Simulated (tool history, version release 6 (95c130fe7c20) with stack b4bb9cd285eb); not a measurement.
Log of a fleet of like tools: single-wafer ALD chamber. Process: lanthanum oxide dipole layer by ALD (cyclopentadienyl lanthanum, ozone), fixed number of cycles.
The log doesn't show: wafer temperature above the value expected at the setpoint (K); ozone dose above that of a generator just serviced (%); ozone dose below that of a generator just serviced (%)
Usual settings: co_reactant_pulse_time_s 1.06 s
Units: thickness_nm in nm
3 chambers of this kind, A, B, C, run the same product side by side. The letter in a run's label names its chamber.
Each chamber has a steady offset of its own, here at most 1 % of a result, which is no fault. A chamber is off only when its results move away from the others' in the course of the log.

run   hour  co_reactant_pulse_time_s  hours since the last thermocouple change  hours since the last ozone generator service  read-back reference wafer on the same gauge, thickness_nm  thickness_nm
 1C   11.4                      1.06                                    2575.4                                         904.7                                                    0.53096       0.50884
 2A   21.2                      1.06                                      69.8                                         111.7                                                    0.53128       0.51131
 3B   33.8                      1.06                                    1419.0                                         710.4                                                    0.53098       0.51336
 4A   46.2                      1.06                                      94.8                                         136.7                                                    0.53095       0.51250
 5B   52.3                      1.06                                    1437.5                                         728.9                                                    0.53082       0.51325
 6C   61.2                      1.06                                    2625.2                                         954.5                                                    0.53115       0.50583
 7C   68.5                      1.06                                    2632.5                                         961.8                                                    0.53057       0.50874
 8A   78.1                      1.06                                     126.7                                         168.6                                                    0.53117       0.51039
 9B   84.2                      1.06                                    1469.4                                         760.8                                                    0.53123       0.51393
10C   90.5                      1.06                                    2654.5                                         983.8                                                    0.53107       0.50787
11B  101.8                      1.06                                    1487.0                                         778.4                                                    0.53131       0.51139
12A  113.9                      1.06                                     162.5                                         204.4                                                    0.53093       0.51043
13B  121.4                      1.32                                    1506.6                                         798.0                                                    0.53097       0.54030
14A  130.3                      1.32                                     178.9                                         220.8                                                    0.53091       0.53563
15C  138.7                      1.32                                    2702.7                                        1032.0                                                    0.53106       0.53973
16B  146.3                      1.06                                    1531.5                                         822.9                                                    0.53080       0.51291
17C  157.1                      1.06                                    2721.1                                        1050.4                                                    0.53122       0.50723
18A  168.8                      1.06                                     217.4                                         259.3                                                    0.53081       0.51027
19B  178.1                      0.81                                    1563.3                                         854.7                                                    0.53118       0.46694
     183.6  -- chamber B: ozone generator serviced
20C  186.1                      0.81                                    2750.1                                        1079.4                                                    0.53092       0.46118
21A  198.6                      0.81                                     247.2                                         289.1                                                    0.53085       0.46794
22B  210.8                      0.69                                    1596.0                                          27.3                                                    0.53062       0.43425
23C  219.9                      0.69                                    2783.9                                        1113.2                                                    0.53111       0.42966
24A  231.3                      0.69                                     279.9                                         321.8                                                    0.53108       0.43660
25C  242.2                      1.06                                    2806.2                                        1135.5                                                    0.53113       0.50566
26A  253.4                      1.06                                     302.0                                         343.9                                                    0.53088       0.51092
27B  265.3                      1.36                                    1650.5                                          81.8                                                    0.53116       0.54459
28A  274.6                      1.36                                     323.2                                         365.1                                                    0.53082       0.53970
29C  287.1                      1.36                                    2851.1                                        1180.4                                                    0.53128       0.53363
30B  295.6                      1.06                                    1680.8                                         112.1                                                    0.53123       0.51258
31B  304.4                      1.06                                    1689.6                                         120.9                                                    0.53122       0.51330
32C  310.6                      1.06                                    2874.6                                        1203.9                                                    0.53099       0.49867
33A  323.1                      1.06                                     371.7                                         413.6                                                    0.53095       0.50978
34C  332.3                      0.86                                    2896.3                                        1225.6                                                    0.53117       0.46367
35B  338.7                      0.86                                    1723.9                                         155.2                                                    0.53093       0.47725
36A  348.6                      0.86                                     397.2                                         439.1                                                    0.53138       0.47841
37C  358.5                      1.06                                    2922.5                                        1251.8                                                    0.53085       0.49673
     359.3  -- chamber C: thermocouple changed; heater temperature recalibrated
38B  367.0                      1.06                                    1752.2                                         183.5                                                    0.53151       0.51145
39A  374.0                      1.06                                     422.6                                         464.5                                                    0.53120       0.51081
40C  380.6                      0.81                                      21.3                                        1273.9                                                    0.53094       0.44731

Is one chamber off against the others, does the gauge drift, or is nothing wrong? If a chamber is off, say which, and what the likeliest cause is.

Chamber C drifts away from the others.
Cause: ozone dose below that of a generator just serviced (%) = 8.83.

Here are 4 candidates for chamber C's next run, each the usual settings with a change, their results left as question marks. Which one brings its results back in line with what the others give on the usual settings?
In line means no further than this from the other chambers' mean on the usual settings: thickness_nm 0.00500 nm
41C-1  389.7                      1.18                                                                                                                                                                ?
41C-2  389.7                      0.87                                                                                                                                                                ?
41C-3  389.7                      0.95                                                                                                                                                                ?
41C-4  389.7                      1.36                                                                                                                                                                ?

The other chambers' mean on the usual settings: thickness_nm 0.51157 nm
  run  thickness_nm
41C-1       0.51149
41C-2       0.46066
41C-3       0.47662
41C-4       0.53025
41C-1 brings the chamber back in line.

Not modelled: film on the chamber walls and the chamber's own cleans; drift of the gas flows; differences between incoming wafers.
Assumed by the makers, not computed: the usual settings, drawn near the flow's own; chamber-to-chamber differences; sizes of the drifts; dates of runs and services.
